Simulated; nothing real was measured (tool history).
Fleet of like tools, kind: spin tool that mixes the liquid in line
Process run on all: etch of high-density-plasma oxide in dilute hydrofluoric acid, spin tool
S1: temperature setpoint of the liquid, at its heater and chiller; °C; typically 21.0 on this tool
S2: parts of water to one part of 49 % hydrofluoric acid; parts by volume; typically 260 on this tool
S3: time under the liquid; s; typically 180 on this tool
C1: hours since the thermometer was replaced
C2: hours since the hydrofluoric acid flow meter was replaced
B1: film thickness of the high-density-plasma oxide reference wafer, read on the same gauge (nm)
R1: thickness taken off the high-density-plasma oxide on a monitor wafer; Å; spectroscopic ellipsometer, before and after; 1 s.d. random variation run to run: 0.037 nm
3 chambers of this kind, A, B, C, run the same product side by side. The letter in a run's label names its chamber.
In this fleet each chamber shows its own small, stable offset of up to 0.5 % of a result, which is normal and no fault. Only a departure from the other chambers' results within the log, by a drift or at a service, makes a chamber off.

run,hour,S1,S2,S3,C1,C2,B1,R1
1B,5.9,21.0,260,180,403.0,1019.7,49.982,34.148
2A,17.2,21.0,260,180,1278.2,666.6,49.968,34.444
3C,22.5,21.0,260,180,1039.1,89.8,49.988,34.158
# hour 24.5: chamber C: thermometer replaced
4A,27.8,21.0,260,180,1288.8,677.2,49.986,34.302
5C,36.0,21.0,260,75,11.6,103.3,50.006,14.355
6B,47.9,21.0,260,75,445.0,1061.7,49.975,14.457
7B,59.9,21.0,260,75,457.0,1073.7,49.974,14.392
8C,68.0,21.0,260,215,43.6,135.3,50.012,41.742
9A,78.2,21.0,260,215,1339.2,727.6,50.013,40.776
10A,85.5,21.0,260,215,1346.5,734.9,50.004,40.692
11C,97.5,21.0,260,180,73.1,164.8,50.034,34.543
12B,106.9,21.0,260,180,504.0,1120.7,50.009,34.098
13B,117.0,21.0,260,180,514.1,1130.8,49.975,33.215
14C,127.0,21.0,260,180,102.6,194.3,50.011,34.071
15A,135.7,21.0,260,90,1396.7,785.1,49.985,17.101
16C,147.0,21.0,260,90,122.6,214.3,50.025,16.980
17A,154.3,21.0,260,90,1415.3,803.7,49.994,17.003
18B,162.4,21.0,260,180,559.5,1176.2,50.058,33.683
19B,170.2,21.0,260,180,567.3,1184.0,49.993,33.340
20C,180.7,21.0,260,180,156.3,248.0,49.969,34.350
21A,186.6,21.0,260,180,1447.6,836.0,50.034,34.452
22C,194.9,21.0,260,180,170.5,262.2,49.971,33.997
23B,200.5,21.0,260,180,597.6,1214.3,49.981,33.051
24A,209.7,21.0,260,180,1470.7,859.1,49.984,34.223
25B,220.2,21.0,260,180,617.3,1234.0,50.011,33.385
26A,226.2,21.0,260,180,1487.2,875.6,49.995,34.171
27C,238.0,21.0,260,180,213.6,305.3,49.999,34.693
28A,245.3,21.0,260,180,1506.3,894.7,49.986,34.538
29B,251.5,21.0,205,235,648.6,1265.3,49.998,57.158
30C,259.4,21.0,205,235,235.0,326.7,49.975,60.507
31B,266.8,21.0,205,235,663.9,1280.6,49.999,58.036
32A,276.3,21.0,260,180,1537.3,925.7,49.952,33.844
33C,282.3,21.0,260,180,257.9,349.6,49.992,34.429
34B,293.0,21.0,260,180,690.1,1306.8,50.000,33.470
35C,298.4,21.0,260,180,274.0,365.7,49.965,33.995
36A,303.7,21.0,260,180,1564.7,953.1,50.012,34.123
37C,314.6,21.0,260,180,290.2,381.9,50.001,34.437
38B,323.9,21.0,260,180,721.0,1337.7,50.014,33.137
39A,329.4,21.0,260,180,1590.4,978.8,50.018,34.251
40C,338.7,17.0,260,180,314.3,406.0,50.024,29.462

Read the log: is a single chamber off, either drifting away or since a service, is the gauge that measures every chamber drifting, or is nothing wrong beyond small per-chamber offsets? Name any odd chamber and what most likely caused it.

Little by little, chamber B moves away from the other chambers.
Most likely cause: hydrofluoric acid flow below the setpoint (%) = 5.31.
From this log alone, it may not be told apart from: liquid colder than its thermometer reads (K).

Which of the 4 candidates below, each the usual settings with something changed and its results left as question marks, puts chamber B back in line with what the other chambers give on the usual settings?
A result is in line if it is within this distance of the other chambers' mean on the usual settings: R1 1.300 Å
41B-1,347.4,21.0,245,190,,,,?
41B-2,347.4,21.0,255,185,,,,?
41B-3,347.4,21.0,265,175,,,,?
41B-4,347.4,21.0,275,170,,,,?

What the other chambers average on the usual settings: R1 34.324 Å
run,R1
41B-1,36.631
41B-2,33.916
41B-3,30.556
41B-4,28.315
It is 41B-2 that realigns the chamber with its peers.
